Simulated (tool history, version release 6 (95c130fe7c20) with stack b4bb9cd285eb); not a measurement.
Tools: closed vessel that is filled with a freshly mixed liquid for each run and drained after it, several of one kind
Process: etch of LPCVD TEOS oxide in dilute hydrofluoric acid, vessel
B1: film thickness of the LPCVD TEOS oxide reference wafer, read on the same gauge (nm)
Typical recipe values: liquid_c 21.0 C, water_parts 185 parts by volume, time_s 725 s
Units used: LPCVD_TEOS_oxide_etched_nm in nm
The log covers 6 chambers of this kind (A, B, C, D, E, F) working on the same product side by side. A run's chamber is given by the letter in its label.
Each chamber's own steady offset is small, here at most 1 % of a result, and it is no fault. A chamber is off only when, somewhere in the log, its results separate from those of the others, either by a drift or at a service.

run 1F hour=7.2 | liquid_c=21.0 water_parts=185 time_s=725 | B1=70.003 | LPCVD_TEOS_oxide_etched_nm=53.445
run 2A hour=15.4 | liquid_c=21.0 water_parts=185 time_s=725 | B1=69.986 | LPCVD_TEOS_oxide_etched_nm=52.851
run 3D hour=21.9 | liquid_c=21.0 water_parts=185 time_s=725 | B1=69.976 | LPCVD_TEOS_oxide_etched_nm=53.351
run 4E hour=27.3 | liquid_c=21.0 water_parts=185 time_s=725 | B1=69.993 | LPCVD_TEOS_oxide_etched_nm=53.316
run 5C hour=31.8 | liquid_c=21.0 water_parts=185 time_s=725 | B1=69.964 | LPCVD_TEOS_oxide_etched_nm=53.751
run 6B hour=40.1 | liquid_c=25.0 water_parts=185 time_s=860 | B1=70.015 | LPCVD_TEOS_oxide_etched_nm=74.067
run 7B hour=48.7 | liquid_c=25.0 water_parts=185 time_s=860 | B1=69.974 | LPCVD_TEOS_oxide_etched_nm=73.320
run 8A hour=52.5 | liquid_c=25.0 water_parts=185 time_s=860 | B1=70.000 | LPCVD_TEOS_oxide_etched_nm=73.000
run 9F hour=60.2 | liquid_c=25.0 water_parts=185 time_s=860 | B1=69.993 | LPCVD_TEOS_oxide_etched_nm=73.609
run 10D hour=64.4 | liquid_c=25.0 water_parts=185 time_s=860 | B1=70.014 | LPCVD_TEOS_oxide_etched_nm=73.958
run 11E hour=68.7 | liquid_c=25.0 water_parts=185 time_s=860 | B1=70.012 | LPCVD_TEOS_oxide_etched_nm=73.929
run 12C hour=75.0 | liquid_c=24.5 water_parts=185 time_s=725 | B1=70.025 | LPCVD_TEOS_oxide_etched_nm=61.424
run 13F hour=83.7 | liquid_c=24.5 water_parts=185 time_s=725 | B1=69.987 | LPCVD_TEOS_oxide_etched_nm=60.645
run 14D hour=92.3 | liquid_c=24.5 water_parts=185 time_s=725 | B1=69.975 | LPCVD_TEOS_oxide_etched_nm=61.325
run 15E hour=99.9 | liquid_c=24.5 water_parts=185 time_s=725 | B1=69.972 | LPCVD_TEOS_oxide_etched_nm=61.359
run 16C hour=104.6 | liquid_c=24.5 water_parts=185 time_s=725 | B1=69.920 | LPCVD_TEOS_oxide_etched_nm=60.820
run 17B hour=108.9 | liquid_c=24.5 water_parts=185 time_s=725 | B1=70.020 | LPCVD_TEOS_oxide_etched_nm=60.194
run 18A hour=115.3 | liquid_c=21.0 water_parts=185 time_s=725 | B1=70.048 | LPCVD_TEOS_oxide_etched_nm=52.577
run 19E hour=120.7 | liquid_c=21.0 water_parts=185 time_s=725 | B1=70.023 | LPCVD_TEOS_oxide_etched_nm=53.624
run 20B hour=128.8 | liquid_c=21.0 water_parts=185 time_s=725 | B1=70.028 | LPCVD_TEOS_oxide_etched_nm=52.522
run 21C hour=136.9 | liquid_c=21.0 water_parts=185 time_s=725 | B1=70.051 | LPCVD_TEOS_oxide_etched_nm=53.446
-- hour=142.9 chamber C: hydrofluoric acid flow meter replaced
run 22F hour=145.2 | liquid_c=21.0 water_parts=185 time_s=725 | B1=70.057 | LPCVD_TEOS_oxide_etched_nm=53.542
run 23A hour=150.5 | liquid_c=21.0 water_parts=185 time_s=725 | B1=70.010 | LPCVD_TEOS_oxide_etched_nm=53.178
run 24D hour=158.3 | liquid_c=21.0 water_parts=185 time_s=725 | B1=70.009 | LPCVD_TEOS_oxide_etched_nm=53.517
run 25B hour=166.9 | liquid_c=21.0 water_parts=185 time_s=725 | B1=70.033 | LPCVD_TEOS_oxide_etched_nm=51.687
run 26A hour=171.8 | liquid_c=25.5 water_parts=185 time_s=725 | B1=69.992 | LPCVD_TEOS_oxide_etched_nm=62.777
run 27F hour=179.4 | liquid_c=25.5 water_parts=185 time_s=725 | B1=69.952 | LPCVD_TEOS_oxide_etched_nm=63.002
run 28D hour=185.8 | liquid_c=25.5 water_parts=185 time_s=725 | B1=70.012 | LPCVD_TEOS_oxide_etched_nm=63.323
run 29C hour=192.4 | liquid_c=25.5 water_parts=185 time_s=725 | B1=69.984 | LPCVD_TEOS_oxide_etched_nm=62.932
run 30E hour=200.8 | liquid_c=25.5 water_parts=185 time_s=725 | B1=69.968 | LPCVD_TEOS_oxide_etched_nm=63.219
run 31B hour=205.5 | liquid_c=25.5 water_parts=185 time_s=725 | B1=69.999 | LPCVD_TEOS_oxide_etched_nm=61.641
run 32C hour=212.6 | liquid_c=21.0 water_parts=185 time_s=725 | B1=69.956 | LPCVD_TEOS_oxide_etched_nm=53.346
run 33F hour=219.5 | liquid_c=21.0 water_parts=185 time_s=725 | B1=70.030 | LPCVD_TEOS_oxide_etched_nm=53.258
run 34D hour=224.1 | liquid_c=21.0 water_parts=185 time_s=725 | B1=70.017 | LPCVD_TEOS_oxide_etched_nm=53.636
run 35E hour=232.0 | liquid_c=21.0 water_parts=185 time_s=725 | B1=70.028 | LPCVD_TEOS_oxide_etched_nm=53.425
run 36A hour=238.0 | liquid_c=21.0 water_parts=185 time_s=725 | B1=69.924 | LPCVD_TEOS_oxide_etched_nm=53.049
run 37F hour=242.0 | liquid_c=17.0 water_parts=185 time_s=320 | B1=69.978 | LPCVD_TEOS_oxide_etched_nm=20.222
run 38C hour=247.4 | liquid_c=17.0 water_parts=185 time_s=320 | B1=70.023 | LPCVD_TEOS_oxide_etched_nm=20.313
run 39D hour=256.1 | liquid_c=17.0 water_parts=185 time_s=320 | B1=69.972 | LPCVD_TEOS_oxide_etched_nm=20.168
run 40E hour=263.9 | liquid_c=17.0 water_parts=185 time_s=320 | B1=70.026 | LPCVD_TEOS_oxide_etched_nm=20.126

Decide between three cases: one chamber stands off from its peers, the gauge reading all wafers drifts, or nothing is wrong past each chamber's small offset. Where a chamber is off, say which and what most likely put it there.

One chamber, B, drifts off from the rest bit by bit.
What lies behind it: liquid colder than its thermometer reads (K) = 1.27.
With only this log, it may be confused with: hydrofluoric acid flow below the setpoint (%).

Below are 4 candidate recipes for chamber B's next run, each the usual settings with a change, their results shown as question marks. Which of them brings B's results back in line with what the other chambers give on the usual settings?
A result is in line if it is within this distance of the other chambers' mean on the usual settings: LPCVD_TEOS_oxide_etched_nm 0.800 nm
run 41B-1 hour=270.3 | liquid_c=21.0 water_parts=185 time_s=705 | LPCVD_TEOS_oxide_etched_nm=?
run 41B-2 hour=270.3 | liquid_c=21.0 water_parts=190 time_s=710 | LPCVD_TEOS_oxide_etched_nm=?
run 41B-3 hour=270.3 | liquid_c=21.0 water_parts=180 time_s=740 | LPCVD_TEOS_oxide_etched_nm=?
run 41B-4 hour=270.3 | liquid_c=21.5 water_parts=185 time_s=725 | LPCVD_TEOS_oxide_etched_nm=?

Average result of the remaining chambers running the usual settings: LPCVD_TEOS_oxide_etched_nm 53.338 nm
run=41B-1 LPCVD_TEOS_oxide_etched_nm=49.427
run=41B-2 LPCVD_TEOS_oxide_etched_nm=48.251
run=41B-3 LPCVD_TEOS_oxide_etched_nm=53.562
run=41B-4 LPCVD_TEOS_oxide_etched_nm=51.849
Change 41B-3 lands the chamber within the allowed miss of the other chambers.

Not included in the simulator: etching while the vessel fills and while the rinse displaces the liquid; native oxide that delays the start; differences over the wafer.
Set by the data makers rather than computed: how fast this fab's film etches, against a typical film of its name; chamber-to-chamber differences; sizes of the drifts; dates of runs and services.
